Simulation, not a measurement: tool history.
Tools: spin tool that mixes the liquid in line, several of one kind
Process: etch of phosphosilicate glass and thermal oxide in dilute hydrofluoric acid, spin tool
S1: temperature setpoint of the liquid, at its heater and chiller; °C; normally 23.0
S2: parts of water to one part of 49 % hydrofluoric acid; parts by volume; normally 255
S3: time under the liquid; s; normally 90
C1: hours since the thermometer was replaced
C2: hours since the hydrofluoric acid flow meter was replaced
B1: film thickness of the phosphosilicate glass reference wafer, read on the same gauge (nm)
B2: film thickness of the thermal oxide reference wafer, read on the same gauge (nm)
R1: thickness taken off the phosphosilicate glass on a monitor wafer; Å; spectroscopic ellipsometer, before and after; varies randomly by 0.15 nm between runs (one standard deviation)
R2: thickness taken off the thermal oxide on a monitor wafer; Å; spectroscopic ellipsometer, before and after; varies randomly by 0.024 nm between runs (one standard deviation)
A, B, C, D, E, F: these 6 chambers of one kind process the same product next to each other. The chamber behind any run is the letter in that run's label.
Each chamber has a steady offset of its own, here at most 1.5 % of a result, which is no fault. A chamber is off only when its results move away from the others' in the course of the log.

run	hour	S1	S2	S3	C1	C2	B1	B2	R1	R2
1D	2.4	23.0	255	90	1381.7	920.1	39.997	110.04	175.99	12.8920
2A	5.1	23.0	255	90	500.8	264.8	40.016	110.00	180.55	12.6770
3B	8.2	23.0	255	90	610.3	715.5	39.988	109.99	174.86	12.8950
4E	12.1	23.0	255	90	316.6	28.2	39.978	110.01	174.81	12.5500
5F	16.9	23.0	255	90	490.0	236.8	39.995	110.01	173.76	12.7780
6C	20.2	23.0	255	90	957.7	458.8	40.010	109.99	174.73	12.6940
7B	22.4	23.0	255	90	624.5	729.7	39.986	110.00	177.09	12.6880
8A	26.9	23.0	255	90	522.6	286.6	39.985	110.01	180.32	12.8810
9F	29.9	23.0	255	90	503.0	249.8	39.980	109.99	175.13	13.2320
10D	34.1	23.0	255	90	1413.4	951.8	39.995	109.99	172.38	12.7870
11E	38.1	23.0	255	90	342.6	54.2	39.985	109.99	174.94	12.9250
12C	41.7	19.5	310	90	979.2	480.3	39.988	109.96	121.03	8.8212
13C	46.2	19.5	310	90	983.7	484.8	39.984	110.02	121.47	8.6013
14B	50.6	19.5	310	90	652.7	757.9	40.012	110.05	124.17	8.9474
15A	53.5	19.5	310	90	549.2	313.2	40.003	109.96	121.67	8.7332
16F	56.9	19.5	310	90	530.0	276.8	40.014	110.00	120.31	8.9529
17E	59.1	19.5	310	90	363.6	75.2	39.993	109.96	119.74	8.9936
18D	62.0	23.0	255	90	1441.3	979.7	39.992	109.97	177.23	12.4600
19F	64.1	23.0	255	90	537.2	284.0	39.995	109.99	177.08	12.6810
20D	66.7	23.0	255	90	1446.0	984.4	39.993	109.98	174.17	12.7410
21C	70.1	23.0	255	90	1007.6	508.7	39.999	110.00	177.44	12.9660
22E	74.5	23.0	255	90	379.0	90.6	40.002	110.01	173.99	12.7360
23A	77.0	23.0	255	90	572.7	336.7	40.004	110.01	177.99	12.7160
24B	79.6	23.0	255	90	681.7	786.9	40.001	110.01	178.53	12.6020
25F	83.8	23.0	255	90	556.9	303.7	40.004	109.98	173.76	12.6810
26A	87.0	23.0	255	90	582.7	346.7	40.006	109.97	176.94	12.6390
27C	91.3	23.0	255	90	1028.8	529.9	39.995	110.01	175.30	12.9780
28E	93.8	23.0	255	90	398.3	109.9	40.009	110.00	176.28	13.3870
29D	97.9	23.0	255	90	1477.2	1015.6	40.018	109.98	176.43	13.1720
30B	101.8	23.0	255	90	703.9	809.1	39.994	110.03	178.09	13.2010
31D	104.7	23.0	255	90	1484.0	1022.4	40.016	109.98	175.30	12.8170
32C	109.4	23.0	255	90	1046.9	548.0	39.997	110.00	176.91	13.0980
33E	111.7	23.0	255	90	416.2	127.8	40.006	109.95	173.97	13.0970
34F	114.7	23.0	255	90	587.8	334.6	39.979	110.03	175.53	13.0510
35A	117.0	26.0	255	90	612.7	376.7	40.007	109.98	195.93	14.3070
36B	121.0	26.0	255	90	723.1	828.3	39.973	109.98	197.73	14.4020
37E	124.5	26.0	255	90	429.0	140.6	39.995	110.00	196.32	13.8860
38B	127.8	26.0	255	90	729.9	835.1	40.019	110.05	198.94	14.4740
39C	130.1	26.0	255	90	1067.6	568.7	40.008	109.97	195.46	14.3370
40A	133.8	26.0	255	90	629.5	393.5	40.001	109.93	196.98	13.9010
41F	137.9	23.0	255	90	611.0	357.8	40.015	110.01	174.55	12.8240
42D	142.1	23.0	370	90	1521.4	1059.8	40.007	110.05	106.99	7.9567

Which is it: a chamber that has drifted or been left off by a service, a gauge drift common to all chambers, or only each chamber's usual small offset? If a chamber is off, name it and its likeliest cause.

Nothing is wrong: each chamber keeps only its own small, steady offset and the gauge holds still.

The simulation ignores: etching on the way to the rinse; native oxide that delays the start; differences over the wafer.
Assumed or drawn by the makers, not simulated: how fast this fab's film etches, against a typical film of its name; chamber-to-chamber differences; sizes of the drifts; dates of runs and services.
